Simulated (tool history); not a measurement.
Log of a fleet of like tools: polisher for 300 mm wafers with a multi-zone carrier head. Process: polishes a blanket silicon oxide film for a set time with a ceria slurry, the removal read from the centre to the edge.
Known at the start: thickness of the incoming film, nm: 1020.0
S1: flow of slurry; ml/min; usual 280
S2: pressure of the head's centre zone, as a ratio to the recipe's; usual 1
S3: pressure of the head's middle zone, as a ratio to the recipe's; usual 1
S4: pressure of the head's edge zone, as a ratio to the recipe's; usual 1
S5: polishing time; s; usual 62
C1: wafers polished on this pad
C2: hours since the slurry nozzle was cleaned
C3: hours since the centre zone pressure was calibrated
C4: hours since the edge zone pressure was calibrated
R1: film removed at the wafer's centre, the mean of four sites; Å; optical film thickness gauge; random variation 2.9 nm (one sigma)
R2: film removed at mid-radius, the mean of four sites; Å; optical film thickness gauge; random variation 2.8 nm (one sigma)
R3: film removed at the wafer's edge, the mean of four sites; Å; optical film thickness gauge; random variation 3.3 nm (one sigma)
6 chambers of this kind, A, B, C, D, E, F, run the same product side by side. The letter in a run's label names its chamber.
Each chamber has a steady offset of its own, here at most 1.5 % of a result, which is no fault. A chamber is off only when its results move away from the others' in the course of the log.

| run | hour | S1 | S2 | S3 | S4 | S5 | C1 | C2 | C3 | C4 | R1 | R2 | R3 |
|---|---|---|---|---|---|---|---|---|---|---|---|---|---|
| 1C | 2.8 | 280 | 1 | 1 | 1 | 62 | 697 | 315.4 | 1046.1 | 333.2 | 3208.6 | 3288.8 | 3221.3 |
| 2A | 5 | 280 | 1 | 1 | 1 | 62 | 311 | 518.5 | 1180.7 | 157.3 | 3290 | 3318.9 | 3214.5 |
| 3B | 7.3 | 280 | 1 | 1 | 1 | 62 | 303 | 93.9 | 131.1 | 475.6 | 3266.8 | 3214.6 | 3183.5 |
| 4D | 9.8 | 280 | 1 | 1 | 1 | 62 | 854 | 485 | 629.9 | 345.5 | 3278.4 | 3298.1 | 3335.1 |
| 5E | 13.9 | 335 | 1.07 | 1 | 1 | 62 | 353 | 175.9 | 494.9 | 412.5 | 3573.1 | 3323.3 | 3333.3 |
| 6F | 17.5 | 335 | 1.07 | 1 | 1 | 62 | 348 | 107.1 | 695.7 | 684.1 | 3594.1 | 3354.5 | 3294.9 |
| 7D | 19.5 | 335 | 1.07 | 1 | 1 | 62 | 938 | 494.7 | 639.6 | 355.2 | 3581.1 | 3328.7 | 3274.5 |
| 8E | 23.4 | 335 | 1.07 | 1 | 1 | 62 | 435 | 185.4 | 504.4 | 422 | 3637 | 3356.4 | 3368.3 |
| 9C | 26.8 | 335 | 1.07 | 1 | 1 | 62 | 905 | 339.4 | 1070.1 | 357.2 | 3635.3 | 3268.1 | 3205.7 |
| 10A | 30.8 | 335 | 1.07 | 1 | 1 | 62 | 534 | 544.3 | 1206.5 | 183.1 | 3611.9 | 3352.1 | 3235.9 |
|  | 31.2 | chamber F: worn pad replaced by a new one |
| 11F | 33.1 | 280 | 1 | 1 | 1 | 62 | 17 | 122.7 | 711.3 | 699.7 | 3235.2 | 3217.5 | 3272.5 |
|  | 34.8 | chamber E: edge zone pressure recalibrated |
| 12B | 37.7 | 280 | 1 | 1 | 1 | 62 | 567 | 124.3 | 161.5 | 506 | 3270.2 | 3199.1 | 3302.2 |
|  | 38.4 | chamber C: centre zone pressure recalibrated |
|  | 38.9 | chamber A: worn pad replaced by a new one |
|  | 39.1 | chamber D: worn pad replaced by a new one |
|  | 40.8 | chamber B: edge zone pressure recalibrated |
| 13D | 41.8 | 280 | 1 | 1 | 1 | 62 | 23 | 517 | 661.9 | 377.5 | 3267.7 | 3271.1 | 3272.1 |
|  | 43.2 | chamber C: worn pad replaced by a new one |
| 14B | 44.7 | 280 | 1 | 1 | 1 | 62 | 627 | 131.3 | 168.5 | 3.9 | 3308 | 3219.7 | 3281.6 |
|  | 46 | chamber E: slurry nozzle cleaned |
| 15F | 48.2 | 280 | 1 | 1 | 1 | 62 | 148 | 137.8 | 726.4 | 714.8 | 3297.8 | 3285.3 | 3266.9 |
| 16C | 50.4 | 280 | 1 | 1 | 1 | 62 | 63 | 363 | 12 | 380.8 | 2977.6 | 3236.3 | 3285.8 |
| 17E | 52.4 | 280 | 1 | 1 | 1 | 62 | 687 | 6.5 | 533.4 | 17.6 | 3283.6 | 3265 | 3291.6 |
| 18A | 56 | 280 | 1 | 1 | 1 | 62 | 148 | 569.5 | 1231.7 | 208.3 | 3205.8 | 3313.3 | 3272.9 |
| 19E | 58.1 | 280 | 0.95 | 1 | 1 | 75 | 736 | 12.2 | 539.1 | 23.3 | 3807.6 | 3964.7 | 3987.8 |
| 20A | 62.4 | 280 | 0.95 | 1 | 1 | 75 | 203 | 575.9 | 1238.1 | 214.7 | 3765 | 3994 | 3934.4 |
| 21D | 66.5 | 280 | 0.95 | 1 | 1 | 75 | 238 | 541.7 | 686.6 | 402.2 | 3727.5 | 3899.1 | 3902.6 |
| 22C | 71 | 280 | 0.95 | 1 | 1 | 75 | 241 | 383.6 | 32.6 | 401.4 | 3404.9 | 3897.8 | 3925 |
| 23B | 74.7 | 280 | 0.95 | 1 | 1 | 75 | 887 | 161.3 | 198.5 | 33.9 | 3740.4 | 3883.9 | 4016.8 |
| 24F | 77.8 | 280 | 0.95 | 1 | 1 | 75 | 404 | 167.4 | 756 | 744.4 | 3755.3 | 3879.8 | 3950.6 |
| 25B | 80.6 | 280 | 1 | 1 | 1 | 62 | 938 | 167.2 | 204.4 | 39.8 | 3274.8 | 3207.4 | 3258.6 |
| 26E | 83.4 | 280 | 1 | 1 | 1 | 62 | 955 | 37.5 | 564.4 | 48.6 | 3265.1 | 3253.8 | 3248.9 |
|  | 84.1 | chamber A: centre zone pressure recalibrated |
|  | 84.6 | chamber C: edge zone pressure recalibrated |
| 27C | 86.3 | 280 | 1 | 1 | 1 | 62 | 374 | 398.9 | 47.9 | 1.8 | 3028.8 | 3248.6 | 3232 |
|  | 88.8 | chamber F: worn pad replaced by a new one |
| 28F | 89.8 | 280 | 1 | 1 | 1 | 62 | 8 | 179.4 | 768 | 756.4 | 3286.7 | 3296.1 | 3260.5 |
| 29D | 93.6 | 280 | 1 | 1 | 1 | 62 | 473 | 568.8 | 713.7 | 429.3 | 3280.7 | 3249.4 | 3278.7 |
| 30A | 96.6 | 280 | 1 | 1.09 | 1 | 45 | 500 | 610.1 | 12.6 | 248.9 | 2374.7 | 2614.6 | 2330.7 |
| 31C | 99.3 | 280 | 1 | 1.09 | 1 | 45 | 487 | 411.9 | 60.9 | 14.8 | 2168.1 | 2549.4 | 2377.4 |
|  | 103.3 | chamber E: centre zone pressure recalibrated |
| 32A | 103.7 | 280 | 1 | 1.09 | 1 | 45 | 561 | 617.2 | 19.7 | 256 | 2389.4 | 2597.5 | 2361.1 |
| 33D | 107 | 280 | 1 | 1.09 | 1 | 45 | 589 | 582.2 | 727.1 | 442.7 | 2314.9 | 2603.1 | 2356 |
| 34F | 110.9 | 280 | 1 | 1.09 | 1 | 45 | 191 | 200.5 | 789.1 | 777.5 | 2366.5 | 2605 | 2346.8 |
| 35B | 112.9 | 280 | 1 | 1.09 | 1 | 45 | 1219 | 199.5 | 236.7 | 72.1 | 2375.4 | 2555 | 2363.5 |
| 36E | 117.1 | 280 | 1 | 1 | 1 | 62 | 1248 | 71.2 | 13.9 | 82.3 | 3294.4 | 3246 | 3296.6 |

Is one chamber off against the others, does the gauge drift, or is nothing wrong? If a chamber is off, say which, and what the likeliest cause is.

A service left chamber C off against the others.
Cause: centre zone's pressure below its setpoint, % = 7.5.

Here are 4 candidates for chamber C's next run, each the usual settings with a change, their results left as question marks. Which one brings its results back in line with what the others give on the usual settings?
In line means no further than this from the other chambers' mean on the usual settings: R1 100 Å; R2 98 Å; R3 120 Å
| 37C-1 | 120.4 | 275 | 0.94 | 1.02 | 1.02 | 61 |  |  |  |  | ? | ? | ? |
| 37C-2 | 120.4 | 290 | 1.13 | 0.97 | 0.96 | 64 |  |  |  |  | ? | ? | ? |
| 37C-3 | 120.4 | 285 | 1.06 | 0.98 | 0.98 | 63 |  |  |  |  | ? | ? | ? |
| 37C-4 | 120.4 | 270 | 0.88 | 1.03 | 1.04 | 60 |  |  |  |  | ? | ? | ? |

The other chambers' mean on the usual settings: R1 3268.5 Å; R2 3261.9 Å; R3 3263.2 Å
| run | R1 | R2 | R3 |
|---|---|---|---|
| 37C-1 | 2733.1 | 3246.3 | 3198.2 |
| 37C-2 | 3542.2 | 3269.4 | 3266.3 |
| 37C-3 | 3242 | 3243.7 | 3245.1 |
| 37C-4 | 2489.3 | 3216.1 | 3173.5 |
37C-3 brings the chamber back in line.
